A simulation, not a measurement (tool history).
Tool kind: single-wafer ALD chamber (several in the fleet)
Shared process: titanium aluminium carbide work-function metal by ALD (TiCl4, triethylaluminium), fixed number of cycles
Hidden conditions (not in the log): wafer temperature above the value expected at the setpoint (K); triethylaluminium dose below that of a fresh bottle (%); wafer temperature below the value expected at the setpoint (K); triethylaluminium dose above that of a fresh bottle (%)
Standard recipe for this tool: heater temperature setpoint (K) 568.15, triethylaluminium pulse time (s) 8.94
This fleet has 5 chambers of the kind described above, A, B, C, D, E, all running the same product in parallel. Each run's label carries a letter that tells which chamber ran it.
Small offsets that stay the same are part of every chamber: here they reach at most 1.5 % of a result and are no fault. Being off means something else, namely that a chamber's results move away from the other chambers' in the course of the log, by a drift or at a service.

run	hour	heater temperature setpoint (K)	triethylaluminium pulse time (s)	hours since the last thermocouple change	hours since the last triethylaluminium bottle change	read-back reference wafer on the same gauge, thickness_nm	mean film thickness on the monitor wafer (Å)
1C	8.1	568.15	8.94	1374	623.8	2.0204	19.381
2D	19.3	568.15	8.94	463.8	56.1	2.0185	19.402
3A	31.1	568.15	8.94	1459.3	1726.8	2.0216	19.151
4E	43.9	568.15	8.94	1238.2	285.3	2.0191	19.241
5B	52.4	568.15	8.94	898.1	1243.7	2.02	19.476
6B	66.8	568.15	8.94	912.5	1258.1	2.0215	19.441
7D	81.3	568.15	8.94	525.8	118.1	2.0195	19.379
8E	93.2	568.15	8.94	1287.5	334.6	2.0195	19.091
9A	102.3	568.15	8.94	1530.5	1798	2.0203	19.204
10C	110.6	568.15	8.94	1476.5	726.3	2.0204	19.323
11C	124	568.15	8.94	1489.9	739.7	2.0202	19.365
12B	130.9	568.15	8.94	976.6	1322.2	2.0205	19.396
13D	140.3	568.15	8.94	584.8	177.1	2.0187	19.408
14E	154.8	568.15	8.94	1349.1	396.2	2.0207	19.095
15A	163.3	568.15	8.94	1591.5	1859	2.0208	19.205
16E	175.2	568.15	8.94	1369.5	416.6	2.0193	19.082
17C	185.6	568.15	8.94	1551.5	801.3	2.021	19.365
# hour 191.6: chamber E: thermocouple changed; heater temperature recalibrated
18B	200.1	568.15	8.94	1045.8	1391.4	2.0199	19.491
19D	206.8	568.15	8.94	651.3	243.6	2.0219	19.38
20A	221.5	568.15	8.94	1649.7	1917.2	2.0206	19.215
# hour 221.9: chamber A: triethylaluminium bottle replaced
21E	230.7	554.15	8.94	39.2	472.1	2.0184	17.924
22B	237.4	554.15	8.94	1083.1	1428.7	2.0191	18.254
23A	247.6	554.15	8.94	1675.8	25.8	2.02	18.001
24C	255.7	554.15	8.94	1621.6	871.4	2.0205	18.11
25D	262.7	554.15	8.94	707.2	299.5	2.0182	18.188
26B	270.2	568.15	8.94	1115.9	1461.5	2.0195	19.387
27A	279.2	556.15	10.02	1707.4	57.4	2.021	18.523
28D	289.9	556.15	10.02	734.4	326.7	2.0185	18.552
29E	299.8	556.15	10.02	108.3	541.2	2.0202	18.356
30C	313.8	556.15	10.02	1679.7	929.5	2.02	18.499
# hour 321: chamber A: thermocouple changed; heater temperature recalibrated
31D	327.5	556.15	10.02	772	364.3	2.0192	18.644
32C	339.2	568.15	8.94	1705.1	954.9	2.0204	19.314
33B	354.1	568.15	8.94	1199.8	1545.4	2.0184	19.449
34A	365.9	568.15	11.43	45	144.1	2.019	19.751
35E	380.3	568.15	11.43	188.8	621.7	2.0205	19.576
36A	394.4	568.15	11.43	73.5	172.6	2.021	19.632
37D	405.9	568.15	11.43	850.4	442.7	2.0204	20.01
38E	414.7	568.15	11.43	223.2	656.1	2.019	19.494
39C	429.3	568.15	8.94	1795.2	1045	2.021	19.343
40B	444.2	568.15	5.63	1289.9	1635.5	2.0192	17.347

What goes on in this fleet: one chamber off, a drifting gauge, or nothing beyond the chambers' own small offsets? Name the chamber and the cause, if any.

Chamber E drifts away from the others.
Cause: triethylaluminium dose below that of a fresh bottle (%) = 11.6.

Which of the 4 candidates below, each the usual settings with something changed and its results left as question marks, puts chamber E back in line with what the other chambers give on the usual settings?
A result is in line if it is within this distance of the other chambers' mean on the usual settings: mean film thickness on the monitor wafer (Å) 0.21
41E-1	455.2	568.15	9.19				?
41E-2	455.2	568.15	8.69				?
41E-3	455.2	566.15	8.27				?
41E-4	455.2	574.15	8.94				?

Usual-settings mean across the other chambers: mean film thickness on the monitor wafer (Å) 19.338
run	mean film thickness on the monitor wafer (Å)
41E-1	18.916
41E-2	18.716
41E-3	18.361
41E-4	19.318
Change 41E-4 lands the chamber within the allowed miss of the other chambers.

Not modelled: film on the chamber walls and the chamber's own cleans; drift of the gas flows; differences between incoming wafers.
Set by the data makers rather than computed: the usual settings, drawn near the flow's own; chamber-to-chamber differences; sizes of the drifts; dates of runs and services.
